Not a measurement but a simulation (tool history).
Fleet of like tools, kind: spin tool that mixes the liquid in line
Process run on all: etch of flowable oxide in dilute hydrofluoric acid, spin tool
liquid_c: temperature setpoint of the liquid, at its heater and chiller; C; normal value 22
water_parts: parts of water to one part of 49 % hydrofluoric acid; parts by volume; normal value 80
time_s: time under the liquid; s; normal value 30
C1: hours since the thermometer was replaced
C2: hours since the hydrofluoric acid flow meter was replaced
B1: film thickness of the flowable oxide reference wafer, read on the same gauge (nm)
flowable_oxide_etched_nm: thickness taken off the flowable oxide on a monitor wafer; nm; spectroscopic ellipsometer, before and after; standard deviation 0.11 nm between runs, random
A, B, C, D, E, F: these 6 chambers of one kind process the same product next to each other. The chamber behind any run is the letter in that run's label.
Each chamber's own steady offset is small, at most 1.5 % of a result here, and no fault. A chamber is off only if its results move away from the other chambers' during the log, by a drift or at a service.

{"run": "1E", "day": 0.562, "liquid_c": 22, "water_parts": 80, "time_s": 30, "C1": 574.2, "C2": 2446.5, "B1": 110, "flowable_oxide_etched_nm": 12.064}
{"run": "2F", "day": 0.888, "liquid_c": 22, "water_parts": 80, "time_s": 30, "C1": 682, "C2": 187, "B1": 109.99, "flowable_oxide_etched_nm": 12.331}
{"run": "3C", "day": 1.221, "liquid_c": 22, "water_parts": 80, "time_s": 30, "C1": 1209, "C2": 1197.8, "B1": 110, "flowable_oxide_etched_nm": 12.328}
{"run": "4A", "day": 1.733, "liquid_c": 22, "water_parts": 80, "time_s": 30, "C1": 2497.9, "C2": 670.9, "B1": 109.99, "flowable_oxide_etched_nm": 12.465}
{"run": "5B", "day": 2.004, "liquid_c": 22, "water_parts": 80, "time_s": 30, "C1": 1101.9, "C2": 584.4, "B1": 109.98, "flowable_oxide_etched_nm": 12.457}
{"run": "6D", "day": 2.379, "liquid_c": 22, "water_parts": 80, "time_s": 30, "C1": 1924.7, "C2": 859.6, "B1": 110.01, "flowable_oxide_etched_nm": 12.253}
{"run": "7C", "day": 2.758, "liquid_c": 22, "water_parts": 80, "time_s": 30, "C1": 1245.9, "C2": 1234.7, "B1": 109.99, "flowable_oxide_etched_nm": 12.332}
{"day": 3.188, "done": "chamber F: thermometer replaced"}
{"run": "8F", "day": 3.196, "liquid_c": 22, "water_parts": 80, "time_s": 30, "C1": 0.2, "C2": 242.4, "B1": 110, "flowable_oxide_etched_nm": 12.306}
{"day": 3.221, "done": "chamber A: thermometer replaced"}
{"run": "9E", "day": 3.671, "liquid_c": 22, "water_parts": 80, "time_s": 30, "C1": 648.8, "C2": 2521.1, "B1": 110, "flowable_oxide_etched_nm": 12.216}
{"day": 3.704, "done": "chamber D: thermometer replaced"}
{"run": "10D", "day": 4.088, "liquid_c": 22, "water_parts": 80, "time_s": 30, "C1": 9.3, "C2": 900.6, "B1": 109.99, "flowable_oxide_etched_nm": 12.117}
{"day": 4.596, "done": "chamber E: hydrofluoric acid flow meter replaced"}
{"run": "11A", "day": 4.646, "liquid_c": 22, "water_parts": 80, "time_s": 30, "C1": 34.3, "C2": 740.8, "B1": 109.99, "flowable_oxide_etched_nm": 12.489}
{"run": "12B", "day": 5.008, "liquid_c": 22, "water_parts": 80, "time_s": 30, "C1": 1174, "C2": 656.5, "B1": 110, "flowable_oxide_etched_nm": 12.325}
{"run": "13D", "day": 5.533, "liquid_c": 22, "water_parts": 80, "time_s": 30, "C1": 44, "C2": 935.3, "B1": 110.01, "flowable_oxide_etched_nm": 12.311}
{"run": "14A", "day": 5.8, "liquid_c": 22, "water_parts": 80, "time_s": 30, "C1": 62, "C2": 768.5, "B1": 110, "flowable_oxide_etched_nm": 12.079}
{"day": 5.888, "done": "chamber B: hydrofluoric acid flow meter replaced"}
{"run": "15C", "day": 6.312, "liquid_c": 22, "water_parts": 80, "time_s": 30, "C1": 1331.2, "C2": 1320, "B1": 110, "flowable_oxide_etched_nm": 12.292}
{"run": "16F", "day": 6.838, "liquid_c": 22, "water_parts": 80, "time_s": 30, "C1": 87.6, "C2": 329.8, "B1": 110, "flowable_oxide_etched_nm": 12.423}
{"run": "17B", "day": 7.112, "liquid_c": 22, "water_parts": 80, "time_s": 30, "C1": 1224.5, "C2": 29.5, "B1": 110.02, "flowable_oxide_etched_nm": 12.576}
{"run": "18E", "day": 7.617, "liquid_c": 22, "water_parts": 80, "time_s": 30, "C1": 743.5, "C2": 72.5, "B1": 109.98, "flowable_oxide_etched_nm": 11.989}
{"run": "19F", "day": 8.021, "liquid_c": 22, "water_parts": 80, "time_s": 30, "C1": 116, "C2": 358.2, "B1": 110, "flowable_oxide_etched_nm": 12.356}
{"run": "20B", "day": 8.438, "liquid_c": 22, "water_parts": 80, "time_s": 30, "C1": 1256.3, "C2": 61.3, "B1": 110, "flowable_oxide_etched_nm": 12.435}
{"run": "21D", "day": 9.008, "liquid_c": 22, "water_parts": 80, "time_s": 30, "C1": 127.4, "C2": 1018.7, "B1": 109.98, "flowable_oxide_etched_nm": 12.353}
{"run": "22C", "day": 9.488, "liquid_c": 22, "water_parts": 80, "time_s": 30, "C1": 1407.4, "C2": 1396.2, "B1": 109.99, "flowable_oxide_etched_nm": 12.307}
{"run": "23A", "day": 9.767, "liquid_c": 22, "water_parts": 80, "time_s": 30, "C1": 157.2, "C2": 863.7, "B1": 109.99, "flowable_oxide_etched_nm": 12.439}
{"day": 9.992, "done": "chamber F: hydrofluoric acid flow meter replaced"}
{"run": "24E", "day": 10.262, "liquid_c": 22, "water_parts": 80, "time_s": 30, "C1": 807, "C2": 136, "B1": 109.99, "flowable_oxide_etched_nm": 12.071}
{"run": "25A", "day": 10.762, "liquid_c": 22, "water_parts": 80, "time_s": 30, "C1": 181.1, "C2": 887.6, "B1": 110, "flowable_oxide_etched_nm": 12.315}
{"run": "26C", "day": 11.192, "liquid_c": 22, "water_parts": 80, "time_s": 30, "C1": 1448.3, "C2": 1437.1, "B1": 110.01, "flowable_oxide_etched_nm": 12.606}
{"run": "27B", "day": 11.442, "liquid_c": 19.5, "water_parts": 80, "time_s": 30, "C1": 1328.4, "C2": 133.4, "B1": 110.01, "flowable_oxide_etched_nm": 11.084}
{"run": "28E", "day": 11.829, "liquid_c": 19.5, "water_parts": 80, "time_s": 30, "C1": 844.6, "C2": 173.6, "B1": 110, "flowable_oxide_etched_nm": 11.023}
{"run": "29F", "day": 12.262, "liquid_c": 19.5, "water_parts": 80, "time_s": 30, "C1": 217.8, "C2": 54.5, "B1": 109.99, "flowable_oxide_etched_nm": 11.137}
{"run": "30D", "day": 12.608, "liquid_c": 19.5, "water_parts": 80, "time_s": 30, "C1": 213.8, "C2": 1105.1, "B1": 110, "flowable_oxide_etched_nm": 11.02}
{"run": "31D", "day": 12.971, "liquid_c": 19.5, "water_parts": 80, "time_s": 30, "C1": 222.5, "C2": 1113.8, "B1": 109.98, "flowable_oxide_etched_nm": 10.96}
{"run": "32B", "day": 13.292, "liquid_c": 19.5, "water_parts": 80, "time_s": 30, "C1": 1372.8, "C2": 177.8, "B1": 109.99, "flowable_oxide_etched_nm": 11.166}
{"run": "33C", "day": 13.638, "liquid_c": 22, "water_parts": 80, "time_s": 15, "C1": 1507, "C2": 1495.8, "B1": 109.99, "flowable_oxide_etched_nm": 6.178}
{"run": "34E", "day": 13.967, "liquid_c": 22, "water_parts": 80, "time_s": 15, "C1": 895.9, "C2": 224.9, "B1": 110, "flowable_oxide_etched_nm": 6.1058}
{"run": "35F", "day": 14.254, "liquid_c": 22, "water_parts": 80, "time_s": 15, "C1": 265.6, "C2": 102.3, "B1": 110, "flowable_oxide_etched_nm": 6.0767}
{"run": "36A", "day": 14.592, "liquid_c": 22, "water_parts": 80, "time_s": 15, "C1": 273, "C2": 979.5, "B1": 110.01, "flowable_oxide_etched_nm": 6.0377}
{"run": "37A", "day": 14.938, "liquid_c": 22, "water_parts": 80, "time_s": 15, "C1": 281.3, "C2": 987.8, "B1": 110, "flowable_oxide_etched_nm": 6.1722}
{"run": "38C", "day": 15.238, "liquid_c": 22, "water_parts": 80, "time_s": 15, "C1": 1545.4, "C2": 1534.2, "B1": 110.01, "flowable_oxide_etched_nm": 6.1396}
{"run": "39D", "day": 15.725, "liquid_c": 22, "water_parts": 80, "time_s": 30, "C1": 288.6, "C2": 1179.9, "B1": 110, "flowable_oxide_etched_nm": 12.171}

Does one chamber stand apart from the rest, does the shared gauge drift, or is all well apart from small per-chamber offsets? Give the chamber and the most likely cause, where there is one.

No chamber is off and the gauge is stable; the differences are just each chamber's small, constant offset.
